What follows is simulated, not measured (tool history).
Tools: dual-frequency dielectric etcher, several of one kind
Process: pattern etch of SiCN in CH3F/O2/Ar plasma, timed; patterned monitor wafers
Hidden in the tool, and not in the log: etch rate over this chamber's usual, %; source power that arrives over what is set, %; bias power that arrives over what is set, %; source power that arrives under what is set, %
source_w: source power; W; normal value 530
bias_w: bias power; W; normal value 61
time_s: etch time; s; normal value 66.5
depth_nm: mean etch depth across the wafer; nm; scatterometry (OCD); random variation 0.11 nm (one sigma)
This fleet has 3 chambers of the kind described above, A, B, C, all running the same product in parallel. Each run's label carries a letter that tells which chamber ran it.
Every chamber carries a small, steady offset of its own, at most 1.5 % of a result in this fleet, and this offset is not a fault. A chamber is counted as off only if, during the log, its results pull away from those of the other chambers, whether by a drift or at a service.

run,hour,source_w,bias_w,time_s,hours since the last wet clean,hours since the last source power generator calibration,hours since the last bias power generator calibration,"read-back reference wafer on the same gauge, depth_nm",depth_nm
1A,3.9,530,61,66.5,117.1,589.2,3386,27.796,26.582
2B,6,530,61,66.5,394.6,474.1,1448.2,27.767,26.503
3C,8.6,530,61,66.5,373.5,4690.4,590.5,27.792,26.357
4B,11.9,530,61,66.5,400.5,480,1454.1,27.78,26.424
5C,14.5,530,61,66.5,379.4,4696.3,596.4,27.805,26.094
6A,18.9,530,61,66.5,132.1,604.2,3401,27.828,26.688
7B,21.1,530,61,66.5,409.7,489.2,1463.3,27.828,26.499
8A,24.7,610,61,66.5,137.9,610,3406.8,27.785,27.916
9C,26.8,610,61,66.5,391.7,4708.6,608.7,27.768,27.488
10A,29.5,610,61,66.5,142.7,614.8,3411.6,27.817,27.887
11C,34.1,530,61,66.5,399,4715.9,616,27.801,26.221
12B,37.5,530,61,66.5,426.1,505.6,1479.7,27.786,26.738
13C,41.1,530,61,66.5,406,4722.9,623,27.795,26.311
# hour 42.5: chamber B: wet clean of the chamber
14B,44.3,530,61,66.5,1.8,512.4,1486.5,27.803,26.579
15A,48.3,530,61,66.5,161.5,633.6,3430.4,27.796,26.81
16C,51.3,530,61,66.5,416.2,4733.1,633.2,27.795,26.007
17B,53.6,530,61,66.5,11.1,521.7,1495.8,27.788,26.665
18A,57.3,530,61,66.5,170.5,642.6,3439.4,27.794,26.637
19C,60.6,530,47,66.5,425.5,4742.4,642.5,27.805,24.181
20A,62.9,530,47,66.5,176.1,648.2,3445,27.819,24.576
21B,66.5,530,47,66.5,24,534.6,1508.7,27.767,24.283
22A,68.9,530,61,66.5,182.1,654.2,3451,27.799,26.819
23B,72.9,530,61,66.5,30.4,541,1515.1,27.826,26.699
24C,77.2,530,61,66.5,442.1,4759,659.1,27.785,26.272
25B,80.8,530,61,66.5,38.3,548.9,1523,27.813,26.714
26A,84.1,530,61,66.5,197.3,669.4,3466.2,27.79,26.902
27C,88.4,530,61,66.5,453.3,4770.2,670.3,27.802,26.095
28A,91.6,530,61,66.5,204.8,676.9,3473.7,27.801,26.933
29B,93.6,530,61,66.5,51.1,561.7,1535.8,27.798,26.499
30C,96.6,530,61,66.5,461.5,4778.4,678.5,27.776,26.243
31B,100.1,530,61,66.5,57.6,568.2,1542.3,27.792,26.634
32C,102.7,530,61,66.5,467.6,4784.5,684.6,27.761,26.26
33A,106.7,530,61,66.5,219.9,692,3488.8,27.778,26.956
34B,110.7,530,61,66.5,68.2,578.8,1552.9,27.818,26.643
35A,113.5,530,61,66.5,226.7,698.8,3495.6,27.799,27.094
36C,117.7,530,61,66.5,482.6,4799.5,699.6,27.793,26.359
37C,121.6,530,61,66.5,486.5,4803.4,703.5,27.777,26.267
38A,125.5,530,61,66.5,238.7,710.8,3507.6,27.804,27.181
39B,129.2,530,61,66.5,86.7,597.3,1571.4,27.774,26.625
40C,132.4,530,61,66.5,497.3,4814.2,714.3,27.801,26.384

Does one chamber stand apart from the rest, does the shared gauge drift, or is all well apart from small per-chamber offsets? Give the chamber and the most likely cause, where there is one.

Chamber A drifts away from the others.
What lies behind it: etch rate over this chamber's usual, % = 2.38.

Chamber A could run next with any of the 4 candidate recipes listed below; each alters the usual settings, and their results appear as question marks. Which one brings its results back in line with what the other chambers deliver on the usual settings?
Allowed miss from the other chambers' usual-settings mean, per result, to count as in line: depth_nm 0.4 nm
41A-1,135.7,460,61,66.5,,,,,?
41A-2,135.7,530,56,66.5,,,,,?
41A-3,135.7,530,61,68,,,,,?
41A-4,135.7,530,62,70,,,,,?

The other chambers' mean on the usual settings: depth_nm 26.432 nm
run,depth_nm
41A-1,25.642
41A-2,26.345
41A-3,27.696
41A-4,28.664
It is 41A-2 that realigns the chamber with its peers.

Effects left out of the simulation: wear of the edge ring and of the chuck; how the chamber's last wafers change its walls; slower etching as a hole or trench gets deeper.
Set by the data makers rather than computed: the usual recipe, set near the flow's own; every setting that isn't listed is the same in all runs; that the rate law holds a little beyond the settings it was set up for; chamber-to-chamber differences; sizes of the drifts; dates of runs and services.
